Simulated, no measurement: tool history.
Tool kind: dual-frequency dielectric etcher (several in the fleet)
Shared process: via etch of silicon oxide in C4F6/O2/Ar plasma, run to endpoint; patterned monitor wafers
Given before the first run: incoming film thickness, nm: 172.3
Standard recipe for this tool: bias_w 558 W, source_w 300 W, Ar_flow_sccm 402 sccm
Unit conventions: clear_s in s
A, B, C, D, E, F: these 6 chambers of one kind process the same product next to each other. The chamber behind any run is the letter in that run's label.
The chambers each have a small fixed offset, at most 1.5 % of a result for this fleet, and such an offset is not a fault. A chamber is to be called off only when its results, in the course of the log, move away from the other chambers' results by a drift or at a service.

run	hour	bias_w	source_w	Ar_flow_sccm	clear_s
1C	3.7	558	300	402	42.131
2B	7.6	558	300	402	41.806
3D	13.7	558	300	402	41.577
4A	18.7	558	300	402	41.986
5E	21.7	558	300	402	41.117
6F	25.3	558	300	402	41.791
7D	29.2	558	300	402	41.826
8E	33.7	558	300	402	41.333
9C	39.4	558	300	402	42.351
10A	42.9	558	300	402	42.165
11F	46.9	558	300	402	41.857
12B	49.8	558	300	402	42.333
13F	54	558	300	402	41.692
14A	60.1	558	300	402	42.135
15B	64.5	558	300	402	42.606
16C	69.3	558	300	402	42.286
17D	73.7	558	300	402	41.476
18E	79	558	300	402	41.114
19C	82.8	625	300	402	40.115
20E	87.3	625	300	402	39.504
21D	91.4	625	300	402	39.878
22B	95.2	625	300	402	41.007
23A	100.7	625	300	402	40.522
24F	104.9	625	300	402	39.926
25A	107.9	558	300	402	42.103
26F	112.7	558	300	402	41.82
27C	118.9	558	300	402	42.052
# hour 122.8: chamber D: source power generator calibrated
28E	125.3	558	300	402	40.963
29D	130.3	558	300	402	41.631
30B	135.4	558	300	402	43.199
31A	139.3	558	300	402	41.831
32B	143	558	300	402	43.195
33D	149	558	300	402	41.645
# hour 153: chamber F: wet clean of the chamber
34E	153	558	300	402	41.232
# hour 158.9: chamber C: wet clean of the chamber
35C	159.6	504	300	351	43.182
36F	163.6	504	300	351	43.011

What goes on in this fleet: one chamber off, a drifting gauge, or nothing beyond the chambers' own small offsets? Name the chamber and the cause, if any.

It is chamber B that slowly wanders off from its peers.
Cause: etch rate under this chamber's usual, % = 3.81.

Below are 4 candidate recipes for chamber B's next run, each the usual settings with a change, their results shown as question marks. Which of them brings B's results back in line with what the other chambers give on the usual settings?
Maximum distance from the other chambers' mean on the usual settings for a result to count as in line: clear_s 0.55 s
37B-1	168.4	454	300	423	?
37B-2	168.4	558	330	391	?
37B-3	168.4	558	270	413	?
37B-4	168.4	623	340	402	?

Usual-settings mean across the other chambers: clear_s 41.881 s
run	clear_s
37B-1	47.573
37B-2	42.087
37B-3	45.509
37B-4	40.002
Change 37B-2 lands the chamber within the allowed miss of the other chambers.
